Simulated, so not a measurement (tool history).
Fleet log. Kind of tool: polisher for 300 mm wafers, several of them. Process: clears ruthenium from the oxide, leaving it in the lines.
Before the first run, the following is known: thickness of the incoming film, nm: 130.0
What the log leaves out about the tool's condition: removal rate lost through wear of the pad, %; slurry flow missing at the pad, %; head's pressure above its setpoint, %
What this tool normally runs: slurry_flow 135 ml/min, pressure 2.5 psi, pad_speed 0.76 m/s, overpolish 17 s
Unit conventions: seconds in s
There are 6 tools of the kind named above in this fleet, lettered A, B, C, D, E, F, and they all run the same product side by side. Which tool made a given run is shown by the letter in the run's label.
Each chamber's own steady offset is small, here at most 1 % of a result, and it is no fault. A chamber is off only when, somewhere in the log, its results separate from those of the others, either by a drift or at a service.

run,hour,slurry_flow,pressure,pad_speed,overpolish,wafers polished on this pad,hours since the slurry nozzle was cleaned,hours since the head pressure was calibrated,seconds
1D,7.3,135,2.5,0.76,17,627,560.1,733.2,144.91
2E,14.9,135,2.5,0.76,17,437,321.7,270.6,144.02
3B,24.4,135,2.5,0.76,17,1046,212.4,1283.3,144.27
4C,36.8,135,2.5,0.76,17,406,363.8,717.6,145.68
# hour 43.0: chamber B: slurry nozzle cleaned
5F,45.9,135,2.5,0.76,17,856,498.5,331.4,149.47
# hour 53.0: chamber F: worn pad replaced by a new one
6A,58.2,135,2.5,0.76,17,790,286.9,208.6,147.87
7D,64.9,135,2.5,0.76,17,1184,617.7,790.8,139.08
# hour 65.8: chamber B: worn pad replaced by a new one
# hour 66.6: chamber D: slurry nozzle cleaned
# hour 72.3: chamber A: worn pad replaced by a new one
8E,73.4,135,2.5,0.76,17,1003,380.2,329.1,146.47
9B,82.3,135,2.5,0.76,17,160,39.3,1341.2,144.98
# hour 84.8: chamber D: worn pad replaced by a new one
10A,89.3,135,2.5,0.76,26,165,318.0,239.7,147.21
# hour 89.5: chamber C: worn pad replaced by a new one
# hour 92.3: chamber A: slurry nozzle cleaned
11C,103.1,135,2.5,0.76,26,132,430.1,783.9,141.48
12F,110.7,135,2.5,0.76,26,558,563.3,396.2,147.85
13E,124.4,135,2.5,0.76,26,1496,431.2,380.1,145.19
14C,137.2,135,2.5,0.76,26,462,464.2,818.0,143.89
# hour 139.7: chamber C: slurry nozzle cleaned
# hour 141.7: chamber E: worn pad replaced by a new one
# hour 143.4: chamber F: worn pad replaced by a new one
15F,145.2,135,2.5,0.76,26,18,597.8,430.7,148.70
16B,152.7,135,2.5,0.76,17,841,109.7,1411.6,143.62
# hour 154.4: chamber F: slurry nozzle cleaned
# hour 163.9: chamber A: worn pad replaced by a new one
# hour 165.0: chamber B: head pressure recalibrated
17D,165.6,115,3.0,0.76,17,782,99.0,891.5,124.43
18A,177.7,115,3.0,0.76,17,133,85.4,328.1,122.97
# hour 177.9: chamber C: worn pad replaced by a new one
19A,191.0,115,3.0,0.76,17,262,98.7,341.4,126.50
20B,199.1,115,3.0,0.76,17,1290,156.1,34.1,126.29
# hour 207.1: chamber B: worn pad replaced by a new one
21C,212.5,115,3.0,0.76,17,335,72.8,893.3,119.01
22D,221.3,115,3.0,0.76,17,1321,154.7,947.2,124.54
23E,228.9,135,2.5,0.76,17,843,535.7,484.6,150.39
# hour 235.4: chamber F: worn pad replaced by a new one
# hour 236.0: chamber D: worn pad replaced by a new one
24F,243.3,170,1.7,0.76,17,76,89.0,528.8,208.74
# hour 249.3: chamber A: head pressure recalibrated
25F,252.2,170,1.7,0.76,17,163,97.9,537.7,206.62
26E,262.9,170,1.7,0.76,17,1172,569.7,518.6,204.05
# hour 264.8: chamber A: worn pad replaced by a new one
# hour 270.7: chamber D: head pressure recalibrated
# hour 275.6: chamber C: worn pad replaced by a new one
27D,277.5,170,1.7,0.76,17,402,210.9,6.8,204.69
# hour 283.5: chamber B: slurry nozzle cleaned
28B,287.5,170,1.7,0.76,17,778,4.1,122.5,202.97
29C,296.9,170,1.7,0.76,17,206,157.2,977.7,193.01
# hour 301.8: chamber E: worn pad replaced by a new one
30A,306.7,135,2.5,0.76,17,405,214.4,57.4,146.03
31B,314.5,160,2.0,0.76,17,1039,31.1,149.5,177.76
# hour 315.9: chamber F: worn pad replaced by a new one
32C,323.0,160,2.0,0.76,17,458,183.3,1003.8,170.49
33F,333.3,160,2.0,0.76,17,168,179.0,618.8,176.69
# hour 343.9: chamber A: worn pad replaced by a new one
34D,344.8,160,2.0,0.76,17,1053,278.2,74.1,180.27
35A,353.0,160,2.0,0.76,17,88,260.7,103.7,177.48
# hour 356.3: chamber C: worn pad replaced by a new one
# hour 361.3: chamber D: worn pad replaced by a new one
36E,361.8,160,2.0,0.76,17,581,668.6,617.5,174.48
# hour 368.6: chamber B: worn pad replaced by a new one
37C,370.6,135,2.5,0.76,17,139,230.9,1051.4,135.40
# hour 374.2: chamber A: slurry nozzle cleaned
38D,383.7,135,2.5,0.76,17,217,317.1,113.0,144.82
39E,393.8,135,2.5,0.76,17,890,700.6,649.5,147.94
40F,401.0,135,2.5,0.76,17,823,246.7,686.5,148.20
41B,408.4,135,2.5,0.76,17,385,125.0,243.4,146.88
42A,417.3,135,2.5,0.76,17,711,43.2,168.0,149.37
43C,430.0,135,2.5,0.76,17,713,290.3,1110.8,133.54
44B,444.7,135,2.5,0.76,17,736,161.3,279.7,140.25

For the next run the whole fleet of 6 chambers uses the same settings. Give each chamber's results:
45A,455.3,135,2.5,0.76,17,,,,?
45B,455.3,135,2.5,0.76,17,,,,?
45C,455.3,135,2.5,0.76,17,,,,?
45D,455.3,135,2.5,0.76,17,,,,?
45E,455.3,135,2.5,0.76,17,,,,?
45F,455.3,135,2.5,0.76,17,,,,?

run,seconds
45A,149.88
45B,142.84
45C,132.37
45D,143.53
45E,148.67
45F,152.09
